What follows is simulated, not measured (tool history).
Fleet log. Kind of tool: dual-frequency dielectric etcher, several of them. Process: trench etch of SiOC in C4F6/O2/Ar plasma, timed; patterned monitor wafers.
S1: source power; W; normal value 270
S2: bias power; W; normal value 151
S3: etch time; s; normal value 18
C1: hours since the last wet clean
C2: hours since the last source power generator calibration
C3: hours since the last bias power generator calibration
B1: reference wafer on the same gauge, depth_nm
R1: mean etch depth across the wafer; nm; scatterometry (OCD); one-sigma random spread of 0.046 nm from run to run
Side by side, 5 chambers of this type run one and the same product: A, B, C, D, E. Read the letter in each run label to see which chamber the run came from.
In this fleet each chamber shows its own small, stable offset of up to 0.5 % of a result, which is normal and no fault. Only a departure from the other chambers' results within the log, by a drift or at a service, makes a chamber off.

run	hour	S1	S2	S3	C1	C2	C3	B1	R1
# hour 3.2: chamber A: wet clean of the chamber
1D	9.3	270	151	18	411.6	813.1	2096	27.802	30.301
2C	17.1	270	151	18	77.8	2887.6	762.5	27.793	30.351
3B	26.3	270	151	18	290.2	738	2530.9	27.798	30.355
4E	32.3	270	151	18	320.3	1474.2	1560.1	27.778	30.145
# hour 35.7: chamber B: bias power generator calibrated
5A	38.5	200	151	23.5	35.3	902	142.1	27.783	35.288
6E	48.4	200	151	23.5	336.4	1490.3	1576.2	27.77	35.119
7D	56.6	200	151	23.5	458.9	860.4	2143.3	27.778	35.077
8C	62.8	200	151	23.5	123.5	2933.3	808.2	27.772	35.323
9B	70.6	200	151	23.5	334.5	782.3	34.9	27.77	35.084
10A	77.4	270	151	18	74.2	940.9	181	27.759	30.379
11A	88	270	182	21.5	84.8	951.5	191.6	27.764	38.504
12D	93.1	270	182	21.5	495.4	896.9	2179.8	27.754	38.277
13C	101.2	270	182	21.5	161.9	2971.7	846.6	27.75	38.435
14E	108.1	270	182	21.5	396.1	1550	1635.9	27.757	38.226
# hour 108.3: chamber E: wet clean of the chamber
# hour 112.2: chamber B: wet clean of the chamber
15B	117.5	270	182	21.5	5.3	829.2	81.8	27.752	38.265
16A	125.9	270	151	18	122.7	989.4	229.5	27.742	30.277
17D	135.9	270	151	18	538.2	939.7	2222.6	27.746	30.187
# hour 139.4: chamber D: wet clean of the chamber
18C	143.6	270	151	18	204.3	3014.1	889	27.736	30.286
19B	154.7	270	151	18	42.5	866.4	119	27.731	30.218
20E	162.3	270	151	18	54	1604.2	1690.1	27.721	30.081
21C	172.4	270	151	18	233.1	3042.9	917.8	27.721	30.295
22B	178.4	270	151	18	66.2	890.1	142.7	27.721	30.182
23A	190	270	151	18	186.8	1053.5	293.6	27.716	30.308
24D	198	270	151	18	58.6	1001.8	2284.7	27.716	30.193
25E	209.1	270	151	18	100.8	1651	1736.9	27.71	30.014
26B	219.5	270	151	18	107.3	931.2	183.8	27.709	30.204
27A	231	270	151	18	227.8	1094.5	334.6	27.703	30.299
28E	239.3	270	151	18	131	1681.2	1767.1	27.694	30.139
29C	245.3	270	151	15	306	3115.8	990.7	27.683	25.229
30D	255	270	151	15	115.6	1058.8	2341.7	27.693	25.183
31E	266.3	270	151	15	158	1708.2	1794.1	27.667	25.114
32A	274.6	270	151	15	271.4	1138.1	378.2	27.683	25.259
33B	281.4	270	151	15	169.2	993.1	245.7	27.679	25.151
34C	289.3	270	151	18	350	3159.8	1034.7	27.675	30.178
35D	300.1	270	151	18	160.7	1103.9	2386.8	27.663	30.034
36C	307.6	270	151	18	368.3	3178.1	1053	27.668	30.151
# hour 310.9: chamber C: wet clean of the chamber
37E	316.1	270	151	18	207.8	1758	1843.9	27.665	30.021
38B	327.6	270	151	18	215.4	1039.3	291.9	27.65	30.2
39A	336.8	270	151	18	333.6	1200.3	440.4	27.653	30.237
40D	343	270	151	18	203.6	1146.8	2429.7	27.657	30.076
41C	352.7	270	151	18	41.9	3223.2	1098.1	27.635	30.22
42A	362.8	330	169	18	359.6	1226.3	466.4	27.633	33.928
43D	372.7	330	169	18	233.3	1176.5	2459.4	27.638	33.766

Each of the 5 chambers runs these same settings next. Fill in every chamber's results:
44A	381	270	151	18					?
44B	381	270	151	18					?
44C	381	270	151	18					?
44D	381	270	151	18					?
44E	381	270	151	18					?

run	R1
44A	30.12
44B	30.098
44C	30.129
44D	29.985
44E	30.01

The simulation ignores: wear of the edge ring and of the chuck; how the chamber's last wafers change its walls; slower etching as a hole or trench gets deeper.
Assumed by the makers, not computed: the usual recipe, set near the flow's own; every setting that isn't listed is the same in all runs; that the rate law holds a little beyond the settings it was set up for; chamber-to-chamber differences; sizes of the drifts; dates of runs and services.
